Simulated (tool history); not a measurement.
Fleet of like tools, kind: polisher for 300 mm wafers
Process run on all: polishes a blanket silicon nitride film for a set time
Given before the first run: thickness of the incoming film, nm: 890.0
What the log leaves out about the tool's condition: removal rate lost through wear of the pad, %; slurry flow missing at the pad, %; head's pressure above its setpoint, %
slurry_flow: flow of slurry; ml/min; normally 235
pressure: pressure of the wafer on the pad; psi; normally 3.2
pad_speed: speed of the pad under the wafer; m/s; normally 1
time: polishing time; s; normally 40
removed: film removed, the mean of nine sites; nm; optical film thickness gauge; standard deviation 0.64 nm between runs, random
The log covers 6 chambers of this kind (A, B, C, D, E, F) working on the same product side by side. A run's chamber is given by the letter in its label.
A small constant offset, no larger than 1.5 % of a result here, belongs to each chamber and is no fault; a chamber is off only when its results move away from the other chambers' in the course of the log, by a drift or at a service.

run	day	slurry_flow	pressure	pad_speed	time	wafers polished on this pad	hours since the slurry nozzle was cleaned	hours since the head pressure was calibrated	removed
# day 0.154: chamber E: worn pad replaced by a new one
1E	0.462	235	3.2	1	40	53	80.7	435.3	54.765
# day 0.733: chamber C: worn pad replaced by a new one
2B	0.812	235	3.2	1	40	937	196.5	149.2	52.521
# day 1.125: chamber F: head pressure recalibrated
# day 1.204: chamber A: slurry nozzle cleaned
3F	1.204	235	3.2	1	40	300	165.6	2	53.95
4C	1.604	235	3.2	1	40	150	481.2	375.8	51.746
# day 1.967: chamber B: worn pad replaced by a new one
# day 2.008: chamber D: worn pad replaced by a new one
5A	2.025	235	3.2	1	40	491	19.7	218.2	52.445
6D	2.533	235	3.2	1	40	90	490.8	1193.9	52.18
7B	2.804	265	3.2	1	40	144	244.3	197	54.334
# day 2.892: chamber F: worn pad replaced by a new one
8E	3.062	265	3.2	1	40	501	143.1	497.7	54.049
9C	3.429	265	3.2	1	40	464	525	419.6	53.562
10F	3.854	265	3.2	1	40	166	229.2	65.6	53.949
11A	4.133	265	3.2	1	40	854	70.3	268.8	53.847
# day 4.246: chamber C: worn pad replaced by a new one
# day 4.317: chamber A: worn pad replaced by a new one
12D	4.546	265	3.2	1	40	437	539.1	1242.2	53.5
13A	5.029	235	3.2	1	40	123	91.8	290.3	53.186
# day 5.104: chamber E: worn pad replaced by a new one
14E	5.283	235	3.2	1	40	31	196.4	551	53.34
15F	5.812	235	3.2	1	40	503	276.2	112.6	52.866
16B	6.125	235	3.2	1	40	716	324	276.7	54.403
# day 6.458: chamber F: worn pad replaced by a new one
17D	6.621	235	3.2	1	40	794	588.9	1292	52.438
18C	7.154	235	3.2	1	40	501	614.4	509	52.491
19D	7.492	235	3.2	1	40	944	609.8	1312.9	52.58
# day 7.675: chamber C: worn pad replaced by a new one
20E	8.012	235	3.2	1	40	501	261.9	616.5	53.413
# day 8.262: chamber D: worn pad replaced by a new one
21A	8.55	235	3.2	1	40	729	176.3	374.8	52.485
22C	8.954	235	3.2	1.18	45	220	657.6	552.2	68.328
# day 9.067: chamber A: worn pad replaced by a new one
# day 9.154: chamber E: worn pad replaced by a new one
# day 9.375: chamber D: slurry nozzle cleaned
23F	9.408	235	3.2	1.18	45	508	362.5	198.9	68.075
# day 9.462: chamber B: worn pad replaced by a new one
24B	9.892	235	3.2	1.18	45	74	414.4	367.1	68.475
# day 10.1: chamber F: worn pad replaced by a new one
25A	10.425	235	3.2	1.18	45	234	221.3	419.8	66.145
26F	10.804	235	3.2	1.18	45	121	396	232.4	68.02
# day 11.046: chamber C: worn pad replaced by a new one
27B	11.133	235	3.2	1.18	45	288	444.2	396.9	67.847
28D	11.396	235	3.2	1	40	539	48.6	1406.6	52.794
29C	11.858	235	3.2	1	40	140	727.3	621.9	52.812
30E	12.225	235	3.2	1	40	529	363	717.6	53.617
31E	12.458	235	2.7	0.7	40	569	368.6	723.2	33.846
32C	12.85	235	2.7	0.7	40	311	751.1	645.7	32.521
33A	13.367	235	2.7	0.7	40	741	291.9	490.4	32.719
# day 13.567: chamber E: worn pad replaced by a new one
34D	13.688	235	2.7	0.7	40	934	103.6	1461.6	33.8
# day 13.762: chamber F: worn pad replaced by a new one
35B	13.921	235	2.7	0.7	40	768	511.1	463.8	33.471
# day 14.05: chamber A: worn pad replaced by a new one
# day 14.262: chamber C: worn pad replaced by a new one
36F	14.392	235	2.7	0.7	40	109	482.1	318.5	33.437
37B	14.75	235	3.2	1	40	911	531	483.7	52.922
38D	15.046	235	3.2	1	40	1168	136.2	1494.2	52.604
# day 15.183: chamber F: slurry nozzle cleaned
39C	15.417	235	3.2	1	40	199	812.7	707.3	52.577
40F	15.929	235	3.2	1	40	373	18	355.4	52.674
41A	16.338	235	2.5	1	40	394	363.2	561.7	40.588
42E	16.608	235	2.5	1	40	524	468.2	822.8	42.221

Next, every chamber runs the same settings. What will each give?
43A	16.996	260	3.2	1	40				?
43B	16.996	260	3.2	1	40				?
43C	16.996	260	3.2	1	40				?
43D	16.996	260	3.2	1	40				?
43E	16.996	260	3.2	1	40				?
43F	16.996	260	3.2	1	40				?

run	removed
43A	52.977
43B	52.924
43C	53.444
43D	53.692
43E	54.213
43F	54.897
